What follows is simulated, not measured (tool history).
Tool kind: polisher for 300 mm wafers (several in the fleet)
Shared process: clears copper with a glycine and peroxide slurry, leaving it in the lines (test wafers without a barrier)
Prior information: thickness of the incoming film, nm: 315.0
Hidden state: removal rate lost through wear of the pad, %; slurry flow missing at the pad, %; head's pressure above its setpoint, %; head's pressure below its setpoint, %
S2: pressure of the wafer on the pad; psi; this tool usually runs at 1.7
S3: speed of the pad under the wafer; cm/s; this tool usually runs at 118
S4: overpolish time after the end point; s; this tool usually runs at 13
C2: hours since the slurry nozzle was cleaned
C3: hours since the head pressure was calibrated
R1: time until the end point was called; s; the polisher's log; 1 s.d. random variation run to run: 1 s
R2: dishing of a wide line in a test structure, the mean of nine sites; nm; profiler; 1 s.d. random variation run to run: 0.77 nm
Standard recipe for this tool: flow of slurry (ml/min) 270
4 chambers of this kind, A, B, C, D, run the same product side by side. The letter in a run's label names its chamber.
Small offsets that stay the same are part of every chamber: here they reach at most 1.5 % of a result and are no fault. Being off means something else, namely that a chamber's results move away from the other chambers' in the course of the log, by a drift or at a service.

run 1D hour=4.7 | flow_of_slurry_(ml/min)=270 S2=1.7 S3=118 S4=13 | wafers_polished_on_this_pad=174 C2=23.1 C3=69.8 | R1=75.729 R2=36.73
-- hour=10.4 chamber B: slurry nozzle cleaned
-- hour=11.2 chamber C: worn pad replaced by a new one
run 2C hour=13.5 | flow_of_slurry_(ml/min)=270 S2=1.7 S3=118 S4=13 | wafers_polished_on_this_pad=17 C2=314.1 C3=544.8 | R1=76.145 R2=36.009
run 3B hour=20.6 | flow_of_slurry_(ml/min)=270 S2=1.7 S3=118 S4=13 | wafers_polished_on_this_pad=347 C2=10.2 C3=172.5 | R1=75.94 R2=37.805
run 4A hour=25.6 | flow_of_slurry_(ml/min)=270 S2=1.7 S3=118 S4=13 | wafers_polished_on_this_pad=372 C2=66.3 C3=519 | R1=76.722 R2=37.015
run 5B hour=32.8 | flow_of_slurry_(ml/min)=270 S2=1.7 S3=118 S4=13 | wafers_polished_on_this_pad=440 C2=22.4 C3=184.7 | R1=75.93 R2=37.825
run 6D hour=40.4 | flow_of_slurry_(ml/min)=270 S2=1.7 S3=118 S4=13 | wafers_polished_on_this_pad=446 C2=58.8 C3=105.5 | R1=77.686 R2=37.191
-- hour=43 chamber A: worn pad replaced by a new one
run 7C hour=45.5 | flow_of_slurry_(ml/min)=270 S2=1.7 S3=118 S4=13 | wafers_polished_on_this_pad=261 C2=346.1 C3=576.8 | R1=74.294 R2=37.01
run 8A hour=50.2 | flow_of_slurry_(ml/min)=270 S2=1.7 S3=118 S4=13 | wafers_polished_on_this_pad=55 C2=90.9 C3=543.6 | R1=75.353 R2=37.656
run 9A hour=57.9 | flow_of_slurry_(ml/min)=270 S2=1.7 S3=82 S4=19 | wafers_polished_on_this_pad=113 C2=98.6 C3=551.3 | R1=101.94 R2=41.511
run 10C hour=64 | flow_of_slurry_(ml/min)=270 S2=1.7 S3=82 S4=19 | wafers_polished_on_this_pad=401 C2=364.6 C3=595.3 | R1=100.42 R2=41.604
-- hour=68.1 chamber D: worn pad replaced by a new one
run 11B hour=68.2 | flow_of_slurry_(ml/min)=270 S2=1.7 S3=82 S4=19 | wafers_polished_on_this_pad=709 C2=57.8 C3=220.1 | R1=100.53 R2=41.555
run 12D hour=73.2 | flow_of_slurry_(ml/min)=270 S2=1.7 S3=82 S4=19 | wafers_polished_on_this_pad=39 C2=91.6 C3=138.3 | R1=99.661 R2=41.255
run 13B hour=80.3 | flow_of_slurry_(ml/min)=360 S2=1.7 S3=118 S4=7 | wafers_polished_on_this_pad=801 C2=69.9 C3=232.2 | R1=76.584 R2=22.515
run 14D hour=88.6 | flow_of_slurry_(ml/min)=360 S2=1.7 S3=118 S4=7 | wafers_polished_on_this_pad=156 C2=107 C3=153.7 | R1=73.858 R2=22.267
run 15C hour=93 | flow_of_slurry_(ml/min)=360 S2=1.7 S3=118 S4=7 | wafers_polished_on_this_pad=622 C2=393.6 C3=624.3 | R1=74.722 R2=21.658
run 16A hour=98.3 | flow_of_slurry_(ml/min)=360 S2=1.7 S3=118 S4=7 | wafers_polished_on_this_pad=420 C2=139 C3=591.7 | R1=76.68 R2=21.665
run 17B hour=103.5 | flow_of_slurry_(ml/min)=270 S2=1.7 S3=104 S4=13 | wafers_polished_on_this_pad=977 C2=93.1 C3=255.4 | R1=84.907 R2=34.732
run 18A hour=108.2 | flow_of_slurry_(ml/min)=270 S2=1.7 S3=104 S4=13 | wafers_polished_on_this_pad=495 C2=148.9 C3=601.6 | R1=85.802 R2=35.315
run 19C hour=114.7 | flow_of_slurry_(ml/min)=270 S2=1.7 S3=104 S4=13 | wafers_polished_on_this_pad=786 C2=415.3 C3=646 | R1=82.586 R2=33.746
run 20D hour=121.6 | flow_of_slurry_(ml/min)=270 S2=1.7 S3=104 S4=13 | wafers_polished_on_this_pad=407 C2=140 C3=186.7 | R1=84.059 R2=34.336
-- hour=121.8 chamber A: worn pad replaced by a new one
run 21C hour=126.9 | flow_of_slurry_(ml/min)=270 S2=1.7 S3=118 S4=13 | wafers_polished_on_this_pad=879 C2=427.5 C3=658.2 | R1=78.283 R2=37.856
-- hour=132.2 chamber C: worn pad replaced by a new one
run 22B hour=132.8 | flow_of_slurry_(ml/min)=270 S2=1.7 S3=118 S4=13 | wafers_polished_on_this_pad=1200 C2=122.4 C3=284.7 | R1=75.681 R2=37.035
run 23D hour=140.4 | flow_of_slurry_(ml/min)=270 S2=1.7 S3=118 S4=13 | wafers_polished_on_this_pad=550 C2=158.8 C3=205.5 | R1=75.055 R2=37.232
run 24A hour=146.7 | flow_of_slurry_(ml/min)=270 S2=1.7 S3=118 S4=13 | wafers_polished_on_this_pad=189 C2=187.4 C3=640.1 | R1=79.343 R2=35.354
run 25D hour=151.8 | flow_of_slurry_(ml/min)=270 S2=1.7 S3=118 S4=13 | wafers_polished_on_this_pad=636 C2=170.2 C3=216.9 | R1=76.586 R2=37.908
-- hour=154 chamber D: worn pad replaced by a new one
run 26B hour=156.1 | flow_of_slurry_(ml/min)=270 S2=1.7 S3=118 S4=13 | wafers_polished_on_this_pad=1377 C2=145.7 C3=308 | R1=75.184 R2=37.681
run 27C hour=160.3 | flow_of_slurry_(ml/min)=270 S2=1.7 S3=118 S4=13 | wafers_polished_on_this_pad=214 C2=460.9 C3=691.6 | R1=75.597 R2=37.491
run 28A hour=164.3 | flow_of_slurry_(ml/min)=270 S2=1.7 S3=118 S4=13 | wafers_polished_on_this_pad=323 C2=205 C3=657.7 | R1=76.01 R2=36.52
-- hour=167.7 chamber B: worn pad replaced by a new one
run 29B hour=171.3 | flow_of_slurry_(ml/min)=270 S2=1.7 S3=118 S4=13 | wafers_polished_on_this_pad=28 C2=160.9 C3=323.2 | R1=75.971 R2=37.536
run 30D hour=178.8 | flow_of_slurry_(ml/min)=270 S2=1.7 S3=118 S4=13 | wafers_polished_on_this_pad=188 C2=197.2 C3=243.9 | R1=75.052 R2=36.866
run 31C hour=186.1 | flow_of_slurry_(ml/min)=270 S2=1.7 S3=118 S4=13 | wafers_polished_on_this_pad=410 C2=486.7 C3=717.4 | R1=78.073 R2=35.644

Is one chamber out of step, is the gauge drifting, or do the chambers differ by no more than their own small offsets? For an off chamber, give its letter and the likeliest cause.

Nothing is wrong: each chamber keeps only its own small, steady offset and the gauge holds still.

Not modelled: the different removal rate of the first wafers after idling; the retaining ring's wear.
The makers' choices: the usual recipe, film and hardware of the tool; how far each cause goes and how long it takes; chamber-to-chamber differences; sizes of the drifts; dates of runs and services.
